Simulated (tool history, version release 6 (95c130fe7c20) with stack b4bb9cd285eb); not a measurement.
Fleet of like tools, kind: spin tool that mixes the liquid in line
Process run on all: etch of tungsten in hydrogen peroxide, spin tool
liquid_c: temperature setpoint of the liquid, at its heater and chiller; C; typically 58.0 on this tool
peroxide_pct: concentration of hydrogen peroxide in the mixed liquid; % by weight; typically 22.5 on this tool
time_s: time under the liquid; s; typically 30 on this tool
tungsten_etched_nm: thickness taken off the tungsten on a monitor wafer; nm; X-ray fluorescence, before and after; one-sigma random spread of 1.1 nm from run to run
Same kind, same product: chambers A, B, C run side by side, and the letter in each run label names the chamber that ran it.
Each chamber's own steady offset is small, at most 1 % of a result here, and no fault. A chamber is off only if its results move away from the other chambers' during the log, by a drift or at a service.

run,day,liquid_c,peroxide_pct,time_s,"read-back film thickness of the tungsten reference wafer, read on the same gauge (nm)",tungsten_etched_nm
1C,0.267,58.0,22.5,30,120.00,143.070
2B,0.688,58.0,22.5,30,119.98,144.800
3A,1.029,58.0,22.5,30,119.99,142.260
4A,1.454,58.0,22.5,30,120.02,140.800
5C,1.850,58.0,22.5,30,120.03,141.150
6B,2.225,58.0,22.5,30,119.95,142.950
7B,2.438,58.0,22.5,30,120.05,145.030
8A,2.642,58.0,22.5,30,120.05,143.210
9C,2.879,58.0,22.5,30,120.00,138.170
10B,3.092,51.0,22.5,15,119.96,47.429
11A,3.312,51.0,22.5,15,120.00,47.564
12C,3.667,51.0,22.5,15,120.02,44.971
13C,3.967,58.0,22.5,30,120.03,134.920
14A,4.371,58.0,22.5,30,119.99,143.030
# day 4.779: chamber C: new drum of peroxide connected
15B,4.796,58.0,22.5,30,119.97,142.440
16A,4.996,51.5,22.5,15,119.96,48.971
17B,5.296,51.5,22.5,15,119.96,49.090
18C,5.504,51.5,22.5,15,119.97,45.330
19C,5.921,66.0,22.5,20,120.01,140.310
20B,6.350,66.0,22.5,20,119.98,150.490

Which is it: a chamber that has drifted or been left off by a service, a gauge drift common to all chambers, or only each chamber's usual small offset? If a chamber is off, name it and its likeliest cause.

It is chamber C that slowly wanders off from its peers.
Most likely cause: temperature lost on the way to the wafer (K) = 1.38.
The log may not separate it from: liquid colder than its thermometer reads (K).

Chamber C could run next with any of the 4 candidate recipes listed below; each alters the usual settings, and their results appear as question marks. Which one brings its results back in line with what the other chambers deliver on the usual settings?
Allowed miss from the other chambers' usual-settings mean, per result, to count as in line: tungsten_etched_nm 3.800 nm
21C-1,6.662,55.5,22.5,30,,?
21C-2,6.662,56.5,22.5,30,,?
21C-3,6.662,59.5,22.5,30,,?
21C-4,6.662,58.0,29.5,30,,?

On the usual settings, the other chambers give on average: tungsten_etched_nm 143.010 nm
run,tungsten_etched_nm
21C-1,113.610
21C-2,120.640
21C-3,144.040
21C-4,151.020
It is 21C-3 that realigns the chamber with its peers.
